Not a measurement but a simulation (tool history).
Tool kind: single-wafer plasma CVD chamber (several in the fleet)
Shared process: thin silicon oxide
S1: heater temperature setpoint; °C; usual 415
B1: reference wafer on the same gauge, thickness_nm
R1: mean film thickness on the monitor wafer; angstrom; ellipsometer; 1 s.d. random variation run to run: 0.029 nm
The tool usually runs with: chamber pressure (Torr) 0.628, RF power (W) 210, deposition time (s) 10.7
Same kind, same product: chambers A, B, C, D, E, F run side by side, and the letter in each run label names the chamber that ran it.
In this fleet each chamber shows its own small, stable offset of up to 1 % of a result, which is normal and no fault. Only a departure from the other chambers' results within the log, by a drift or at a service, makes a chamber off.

run 1A hour=11.1 | S1=415 chamber_pressure_(Torr)=0.628 RF_power_(W)=210 deposition_time_(s)=10.7 | B1=14.709 | R1=128.04
run 2B hour=18.8 | S1=415 chamber_pressure_(Torr)=0.628 RF_power_(W)=210 deposition_time_(s)=10.7 | B1=14.697 | R1=130.4
run 3C hour=24.6 | S1=415 chamber_pressure_(Torr)=0.628 RF_power_(W)=210 deposition_time_(s)=10.7 | B1=14.704 | R1=129.68
run 4D hour=33.6 | S1=415 chamber_pressure_(Torr)=0.628 RF_power_(W)=210 deposition_time_(s)=10.7 | B1=14.708 | R1=128.51
-- hour=34.4 chamber A: RF generator calibrated
run 5F hour=39.5 | S1=415 chamber_pressure_(Torr)=0.628 RF_power_(W)=210 deposition_time_(s)=10.7 | B1=14.711 | R1=128.6
run 6E hour=49.1 | S1=415 chamber_pressure_(Torr)=0.628 RF_power_(W)=210 deposition_time_(s)=10.7 | B1=14.707 | R1=128.82
run 7F hour=58.6 | S1=415 chamber_pressure_(Torr)=0.628 RF_power_(W)=210 deposition_time_(s)=10.7 | B1=14.706 | R1=128.55
run 8A hour=65.5 | S1=415 chamber_pressure_(Torr)=0.628 RF_power_(W)=210 deposition_time_(s)=10.7 | B1=14.7 | R1=127.92
run 9E hour=73.5 | S1=407 chamber_pressure_(Torr)=0.628 RF_power_(W)=210 deposition_time_(s)=9.9 | B1=14.695 | R1=120.1
run 10B hour=79.1 | S1=407 chamber_pressure_(Torr)=0.628 RF_power_(W)=210 deposition_time_(s)=9.9 | B1=14.694 | R1=121.54
-- hour=83.5 chamber D: RF generator calibrated
run 11D hour=87 | S1=407 chamber_pressure_(Torr)=0.628 RF_power_(W)=210 deposition_time_(s)=9.9 | B1=14.696 | R1=120.34
run 12C hour=94.8 | S1=407 chamber_pressure_(Torr)=0.628 RF_power_(W)=210 deposition_time_(s)=9.9 | B1=14.698 | R1=120.07
run 13A hour=100.1 | S1=407 chamber_pressure_(Torr)=0.628 RF_power_(W)=210 deposition_time_(s)=9.9 | B1=14.692 | R1=118.85
run 14D hour=108.3 | S1=407 chamber_pressure_(Torr)=0.628 RF_power_(W)=210 deposition_time_(s)=9.9 | B1=14.705 | R1=120.34
run 15E hour=114.8 | S1=415 chamber_pressure_(Torr)=0.628 RF_power_(W)=210 deposition_time_(s)=10.7 | B1=14.691 | R1=129.15
run 16F hour=121.3 | S1=415 chamber_pressure_(Torr)=0.742 RF_power_(W)=210 deposition_time_(s)=9.7 | B1=14.708 | R1=137.96
run 17C hour=127.1 | S1=415 chamber_pressure_(Torr)=0.742 RF_power_(W)=210 deposition_time_(s)=9.7 | B1=14.696 | R1=139.75
run 18B hour=133.3 | S1=415 chamber_pressure_(Torr)=0.742 RF_power_(W)=210 deposition_time_(s)=9.7 | B1=14.702 | R1=141.56
run 19D hour=143.3 | S1=415 chamber_pressure_(Torr)=0.742 RF_power_(W)=210 deposition_time_(s)=9.7 | B1=14.699 | R1=140.95
run 20C hour=150.3 | S1=415 chamber_pressure_(Torr)=0.742 RF_power_(W)=210 deposition_time_(s)=9.7 | B1=14.706 | R1=139.3
-- hour=160 chamber C: thermocouple changed; heater temperature recalibrated
run 21A hour=160.6 | S1=415 chamber_pressure_(Torr)=0.742 RF_power_(W)=210 deposition_time_(s)=9.7 | B1=14.698 | R1=138.27
run 22E hour=166.1 | S1=415 chamber_pressure_(Torr)=0.628 RF_power_(W)=210 deposition_time_(s)=10.7 | B1=14.701 | R1=128.74
run 23B hour=174 | S1=415 chamber_pressure_(Torr)=0.628 RF_power_(W)=210 deposition_time_(s)=10.7 | B1=14.705 | R1=130.15
run 24F hour=183.4 | S1=415 chamber_pressure_(Torr)=0.628 RF_power_(W)=210 deposition_time_(s)=10.7 | B1=14.697 | R1=128.13
run 25D hour=192.3 | S1=415 chamber_pressure_(Torr)=0.628 RF_power_(W)=210 deposition_time_(s)=10.7 | B1=14.699 | R1=130.31
run 26B hour=198.7 | S1=415 chamber_pressure_(Torr)=0.628 RF_power_(W)=210 deposition_time_(s)=10.7 | B1=14.705 | R1=130.09
run 27E hour=206.8 | S1=415 chamber_pressure_(Torr)=0.628 RF_power_(W)=210 deposition_time_(s)=10.7 | B1=14.705 | R1=129.39
run 28F hour=212.5 | S1=415 chamber_pressure_(Torr)=0.628 RF_power_(W)=210 deposition_time_(s)=10.7 | B1=14.704 | R1=128.78
run 29C hour=223.5 | S1=415 chamber_pressure_(Torr)=0.628 RF_power_(W)=210 deposition_time_(s)=10.7 | B1=14.699 | R1=129.38
run 30A hour=233 | S1=406 chamber_pressure_(Torr)=0.628 RF_power_(W)=210 deposition_time_(s)=8.9 | B1=14.703 | R1=107.32
run 31B hour=244.8 | S1=406 chamber_pressure_(Torr)=0.628 RF_power_(W)=210 deposition_time_(s)=8.9 | B1=14.705 | R1=109.61
run 32F hour=252.5 | S1=406 chamber_pressure_(Torr)=0.628 RF_power_(W)=210 deposition_time_(s)=8.9 | B1=14.712 | R1=107.53
run 33C hour=262.4 | S1=406 chamber_pressure_(Torr)=0.628 RF_power_(W)=210 deposition_time_(s)=8.9 | B1=14.697 | R1=108.36
run 34A hour=268.2 | S1=406 chamber_pressure_(Torr)=0.628 RF_power_(W)=210 deposition_time_(s)=8.9 | B1=14.694 | R1=107.56
run 35D hour=275.5 | S1=406 chamber_pressure_(Torr)=0.628 RF_power_(W)=210 deposition_time_(s)=8.9 | B1=14.706 | R1=109.29
run 36E hour=282 | S1=415 chamber_pressure_(Torr)=0.628 RF_power_(W)=210 deposition_time_(s)=10.7 | B1=14.698 | R1=129.26
run 37D hour=290.3 | S1=415 chamber_pressure_(Torr)=0.628 RF_power_(W)=210 deposition_time_(s)=10.7 | B1=14.698 | R1=131.17
run 38A hour=295.5 | S1=415 chamber_pressure_(Torr)=0.628 RF_power_(W)=210 deposition_time_(s)=10.7 | B1=14.694 | R1=128.07
run 39C hour=305.7 | S1=415 chamber_pressure_(Torr)=0.628 RF_power_(W)=210 deposition_time_(s)=10.7 | B1=14.703 | R1=129.21
run 40F hour=311.2 | S1=415 chamber_pressure_(Torr)=0.628 RF_power_(W)=210 deposition_time_(s)=10.7 | B1=14.703 | R1=128.3
run 41E hour=321.2 | S1=415 chamber_pressure_(Torr)=0.752 RF_power_(W)=210 deposition_time_(s)=9 | B1=14.701 | R1=131.14
run 42B hour=327.7 | S1=415 chamber_pressure_(Torr)=0.752 RF_power_(W)=210 deposition_time_(s)=9 | B1=14.697 | R1=132.61
run 43D hour=333.3 | S1=415 chamber_pressure_(Torr)=0.752 RF_power_(W)=210 deposition_time_(s)=9 | B1=14.707 | R1=133.75

One chamber off, gauge drift, or nothing amiss beyond the chambers' own small offsets? If it is a chamber, which one, and what is the likeliest cause?

Little by little, chamber D moves away from the other chambers.
What lies behind it: true pressure above the setpoint (%) = 1.61.

Which of the 4 candidates below, each the usual settings with something changed and its results left as question marks, puts chamber D back in line with what the other chambers give on the usual settings?
A result is in line if it is within this distance of the other chambers' mean on the usual settings: R1 1 angstrom
run 44D-1 hour=341.7 | S1=415 chamber_pressure_(Torr)=0.628 RF_power_(W)=210 deposition_time_(s)=10.5 | R1=?
run 44D-2 hour=341.7 | S1=415 chamber_pressure_(Torr)=0.634 RF_power_(W)=210 deposition_time_(s)=10.8 | R1=?
run 44D-3 hour=341.7 | S1=415 chamber_pressure_(Torr)=0.617 RF_power_(W)=210 deposition_time_(s)=10.6 | R1=?
run 44D-4 hour=341.7 | S1=415 chamber_pressure_(Torr)=0.639 RF_power_(W)=210 deposition_time_(s)=10.8 | R1=?

The mean the other chambers reach with the usual settings: R1 129.08 angstrom
run=44D-1 R1=128.72
run=44D-2 R1=133.78
run=44D-3 R1=127.43
run=44D-4 R1=134.94
With 44D-1, the chamber falls back in line with the rest.

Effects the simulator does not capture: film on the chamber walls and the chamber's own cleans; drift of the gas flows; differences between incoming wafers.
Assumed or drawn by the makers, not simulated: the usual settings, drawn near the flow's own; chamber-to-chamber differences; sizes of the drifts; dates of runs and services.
